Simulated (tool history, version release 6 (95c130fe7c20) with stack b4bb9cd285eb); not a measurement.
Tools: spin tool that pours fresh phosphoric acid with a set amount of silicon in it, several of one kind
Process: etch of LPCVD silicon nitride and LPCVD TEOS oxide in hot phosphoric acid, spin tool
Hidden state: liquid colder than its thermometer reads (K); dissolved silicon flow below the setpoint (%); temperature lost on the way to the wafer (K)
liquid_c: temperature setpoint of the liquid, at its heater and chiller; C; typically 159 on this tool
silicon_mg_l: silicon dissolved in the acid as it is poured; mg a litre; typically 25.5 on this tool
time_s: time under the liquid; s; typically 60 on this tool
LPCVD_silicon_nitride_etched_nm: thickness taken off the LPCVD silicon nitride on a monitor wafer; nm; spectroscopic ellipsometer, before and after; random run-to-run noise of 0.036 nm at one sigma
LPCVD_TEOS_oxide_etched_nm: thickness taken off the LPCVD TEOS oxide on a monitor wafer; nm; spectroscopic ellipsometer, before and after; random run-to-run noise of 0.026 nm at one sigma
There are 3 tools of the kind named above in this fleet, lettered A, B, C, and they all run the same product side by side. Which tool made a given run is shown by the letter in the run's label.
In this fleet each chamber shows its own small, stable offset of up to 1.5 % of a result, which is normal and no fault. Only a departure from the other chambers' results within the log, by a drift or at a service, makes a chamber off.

run,day,liquid_c,silicon_mg_l,time_s,hours since the thermometer was replaced,hours since the dissolved silicon flow meter was replaced,hours since the heated supply line was repaired,"read-back film thickness of the LPCVD silicon nitride reference wafer, read on the same gauge (nm)","read-back film thickness of the LPCVD TEOS oxide reference wafer, read on the same gauge (nm)",LPCVD_silicon_nitride_etched_nm,LPCVD_TEOS_oxide_etched_nm
1B,0.267,159,25.5,60,1095.7,673.3,1977.9,100.06,99.995,5.4354,0.12813
# day 0.358: chamber C: thermometer replaced
2A,0.625,159,25.5,60,1288.9,445,1725.7,99.995,99.923,5.4281,0.11365
3C,0.946,159,25.5,60,14.1,361.7,291.6,100.05,99.984,5.5592,0.12132
4A,1.354,159,25.5,60,1306.4,462.5,1743.2,100,100.02,5.4383,0.09457
# day 1.454: chamber B: dissolved silicon flow meter replaced
5B,1.862,161,25.5,75,1134,9.9,2016.2,99.985,99.984,7.246,0.16231
6C,2.142,161,25.5,75,42.8,390.4,320.3,99.952,100.02,7.3431,0.2371
7B,2.438,161,25.5,75,1147.8,23.7,2030,100.01,100.02,7.1968,0.081595
8C,2.854,159,25.5,60,59.9,407.5,337.4,99.997,99.966,5.4889,0.086433
9A,3.371,159,25.5,60,1354.8,510.9,1791.6,100.05,99.975,5.4349,0.12374
10A,3.846,159,25.5,60,1366.2,522.3,1803,100.02,100,5.467,0.081915
11C,4.358,159,25.5,60,96,443.6,373.5,100.05,100,5.4491,0.14661
12B,4.8,159,25.5,60,1204.5,80.4,2086.7,99.986,99.99,5.4694,0.11445
13A,5.158,158,12.5,60,1397.7,553.8,1834.5,100.03,100.01,5.2583,0.12529
14C,5.533,158,12.5,60,124.2,471.8,401.7,99.97,100.01,5.3389,0.16379
15B,5.85,158,12.5,60,1229.7,105.6,2111.9,100.01,100.03,5.2915,0.11655
16A,6.212,159,25.5,60,1423,579.1,1859.8,99.981,100.03,5.4299,0.13651
17C,6.725,159,25.5,60,152.8,500.4,430.3,100.01,100.03,5.4291,0.10013
# day 6.817: chamber C: dissolved silicon flow meter replaced
18B,7.246,159,38,85,1263.2,139.1,2145.4,100.03,100,7.7293,0.11715
19C,7.604,159,38,85,173.9,19,451.4,99.976,99.991,7.7838,0.069038
# day 7.75: chamber A: dissolved silicon flow meter replaced
20A,8.054,159,38,85,1467.2,7.3,1904,99.984,100.01,7.7286,0.080527
21B,8.542,159,25.5,90,1294.3,170.2,2176.5,100,99.992,8.1166,0.10568
22B,9.025,159,25.5,90,1305.9,181.8,2188.1,99.993,100.01,8.1294,0.17332
23C,9.438,159,25.5,90,217.9,63,495.4,100.01,99.986,8.2476,0.14147
24A,9.867,159,25.5,90,1510.7,50.8,1947.5,100.01,100,8.2277,0.13093
25B,10.367,159,25.5,90,1338.1,214,2220.3,100.03,99.964,8.1931,0.17348
26A,10.729,159,25.5,90,1531.4,71.5,1968.2,100.05,99.993,8.1717,0.13163
27C,11.05,159,25.5,60,256.6,101.7,534.1,100.04,99.957,5.4552,0.13895
28A,11.533,162,25.5,60,1550.7,90.8,1987.5,100.02,99.945,6.0619,0.04593
29C,11.971,162,25.5,60,278.7,123.8,556.2,99.983,100.02,6.0232,0.12477
30B,12.312,162,25.5,60,1384.8,260.7,2267,100.01,100.04,6.0057,0.1106
31A,12.771,159,25.5,60,1580.4,120.5,2017.2,99.984,99.975,5.3833,0.12518
32C,13.062,159,25.5,60,304.9,150,582.4,100.01,100.03,5.4455,0.11084
33B,13.558,159,25.5,60,1414.7,290.6,2296.9,100.05,100.02,5.4606,0.10271
34B,14.058,159,25.5,60,1426.7,302.6,2308.9,100,99.993,5.421,0.17872
35A,14.35,159,25.5,60,1618.3,158.4,2055.1,99.984,100,5.4078,0.11557
# day 14.625: chamber A: thermometer replaced
36C,14.725,159,15,85,344.8,189.9,622.3,100.01,100,7.7587,0.20022
37B,15.117,159,15,85,1452.1,328,2334.3,99.992,100.02,7.767,0.24645
38A,15.458,159,15,85,20.1,185,2081.7,100.04,99.977,7.7008,0.23577
39C,15.946,159,25.5,60,374.1,219.2,651.6,100,100.01,5.5244,0.098578
40C,16.217,156.5,25.5,60,380.6,225.7,658.1,99.935,100.03,5.0252,0.08876
# day 16.442: chamber B: thermometer replaced
41A,16.529,156.5,25.5,60,45.8,210.7,2107.4,100.05,100.03,5.0239,0.13123
42B,16.8,156.5,25.5,60,8.7,368.4,2374.7,99.999,100.01,4.9766,0.085648

All 3 chambers run these settings next. Forecast each chamber's results:
43A,17.175,159,25.5,60,,,,,,?,?
43B,17.175,159,25.5,60,,,,,,?,?
43C,17.175,159,25.5,60,,,,,,?,?

run,LPCVD_silicon_nitride_etched_nm,LPCVD_TEOS_oxide_etched_nm
43A,5.4665,0.10114
43B,5.4144,0.098826
43C,5.4998,0.07881
